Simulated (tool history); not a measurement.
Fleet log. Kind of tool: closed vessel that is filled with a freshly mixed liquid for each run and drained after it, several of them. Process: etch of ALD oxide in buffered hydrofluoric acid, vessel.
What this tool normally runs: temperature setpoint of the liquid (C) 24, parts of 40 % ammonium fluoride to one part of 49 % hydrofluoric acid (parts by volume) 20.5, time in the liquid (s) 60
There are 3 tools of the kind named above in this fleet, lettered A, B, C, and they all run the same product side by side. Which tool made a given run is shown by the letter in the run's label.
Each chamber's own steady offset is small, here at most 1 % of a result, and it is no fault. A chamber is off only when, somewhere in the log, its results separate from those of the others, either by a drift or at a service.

run     day  temperature setpoint of the liquid (C)  parts of 40 % ammonium fluoride to one part of 49 % hydrofluoric acid (parts by volume)  time in the liquid (s)  read-back film thickness of the ALD oxide reference wafer, read on the same gauge (nm)  thickness taken off the ALD oxide on a monitor wafer (Å)
 1C   0.321                                      24                                                                                     20.5                      60                                                                                  70.024                                                     774.9
 2B   0.721                                      24                                                                                     20.5                      60                                                                                  69.984                                                    782.94
 3A    1.05                                      24                                                                                     20.5                      60                                                                                  70.029                                                    800.88
 4A   1.442                                      24                                                                                     20.5                      60                                                                                  69.999                                                    791.35
 5B   1.896                                      24                                                                                     20.5                      60                                                                                  70.016                                                    765.33
 6C   2.275                                      24                                                                                     20.5                      60                                                                                  69.975                                                    774.82
 7C     2.6                                      24                                                                                     20.5                      60                                                                                  69.963                                                    779.62
 8A   2.967                                      24                                                                                     20.5                      60                                                                                  69.976                                                    793.74
 9B   3.179                                      24                                                                                     20.5                      60                                                                                      70                                                    774.68
10C     3.6                                      24                                                                                     20.5                      60                                                                                  70.004                                                    790.62
11B   3.912                                    26.5                                                                                       24                      60                                                                                  69.987                                                    785.84
12A   4.108                                    26.5                                                                                       24                      60                                                                                  70.004                                                    813.54
13A   4.408                                    26.5                                                                                       24                      60                                                                                  69.974                                                    800.37
14B   4.758                                      24                                                                                     20.5                      60                                                                                  70.007                                                    752.88
15C   5.167                                      24                                                                                     20.5                      60                                                                                  69.986                                                    772.38
      5.279  -- chamber C: thermometer replaced
16A    5.55                                      24                                                                                     20.5                      60                                                                                  69.995                                                    791.43
17B   5.821                                      24                                                                                     20.5                      60                                                                                  69.962                                                    740.98
18C   6.258                                      24                                                                                     20.5                      60                                                                                  70.018                                                    780.82
19A   6.517                                      24                                                                                     20.5                      60                                                                                  69.987                                                    794.89
20B   6.758                                      24                                                                                     20.5                      60                                                                                  69.975                                                    737.39
21C   7.046                                      24                                                                                     20.5                      60                                                                                  70.002                                                    780.05
22A   7.429                                      24                                                                                     20.5                      60                                                                                  69.988                                                    791.39
23C   7.692                                      24                                                                                     20.5                      60                                                                                  69.978                                                    788.87
24B   7.933                                      24                                                                                     20.5                      60                                                                                   69.99                                                    718.97
25A   8.162                                      24                                                                                     20.5                      60                                                                                  70.002                                                    802.11
26B   8.604                                      24                                                                                     20.5                      60                                                                                  70.029                                                    715.26
27C   8.825                                      24                                                                                     20.5                      60                                                                                  70.009                                                     786.4
28C   9.029                                      24                                                                                     20.5                      60                                                                                  69.977                                                     782.6
29B   9.475                                      24                                                                                     20.5                      60                                                                                   69.97                                                    712.56
30A   9.754                                      24                                                                                       27                      60                                                                                  70.035                                                    672.85
31A  10.183                                      24                                                                                       27                      60                                                                                  69.975                                                    661.79
32C  10.462                                      24                                                                                       27                      60                                                                                   70.04                                                    660.27
33B  10.842                                      24                                                                                     20.5                      60                                                                                  69.954                                                    709.51
34A  11.175                                      24                                                                                     20.5                      60                                                                                  69.978                                                    786.64
35B  11.554                                      24                                                                                     20.5                      60                                                                                  69.984                                                    705.67
36C  11.904                                      24                                                                                     20.5                      60                                                                                  69.984                                                    774.81
37B  12.308                                      20                                                                                     13.5                      60                                                                                  69.999                                                    833.13
38A  12.675                                      20                                                                                     13.5                      60                                                                                  69.956                                                    955.04
39C  13.092                                      20                                                                                     13.5                      60                                                                                  69.979                                                    914.63

What goes on in this fleet: one chamber off, a drifting gauge, or nothing beyond the chambers' own small offsets? Name the chamber and the cause, if any.

One chamber, B, drifts off from the rest bit by bit.
Likeliest cause: liquid colder than its thermometer reads (K) = 2.29.

Chamber B could run next with any of the 4 candidate recipes listed below; each alters the usual settings, and their results appear as question marks. Which one brings its results back in line with what the other chambers deliver on the usual settings?
A result is in line if it is within this distance of the other chambers' mean on the usual settings: thickness taken off the ALD oxide on a monitor wafer (Å) 27
40B-1  13.417                                      23                                                                                     20.5                      60                                                                                                                                                 ?
40B-2  13.417                                      24                                                                                     19.5                      65                                                                                                                                                 ?
40B-3  13.417                                      24                                                                                       19                      60                                                                                                                                                 ?
40B-4  13.417                                      24                                                                                     24.5                      60                                                                                                                                                 ?

Other chambers, usual settings, mean: thickness taken off the ALD oxide on a monitor wafer (Å) 786.93
  run  thickness taken off the ALD oxide on a monitor wafer (Å)
40B-1                                                    655.76
40B-2                                                     782.5
40B-3                                                    740.98
40B-4                                                     613.9
The answer is 40B-2, which returns the chamber to within the allowed miss of the others.
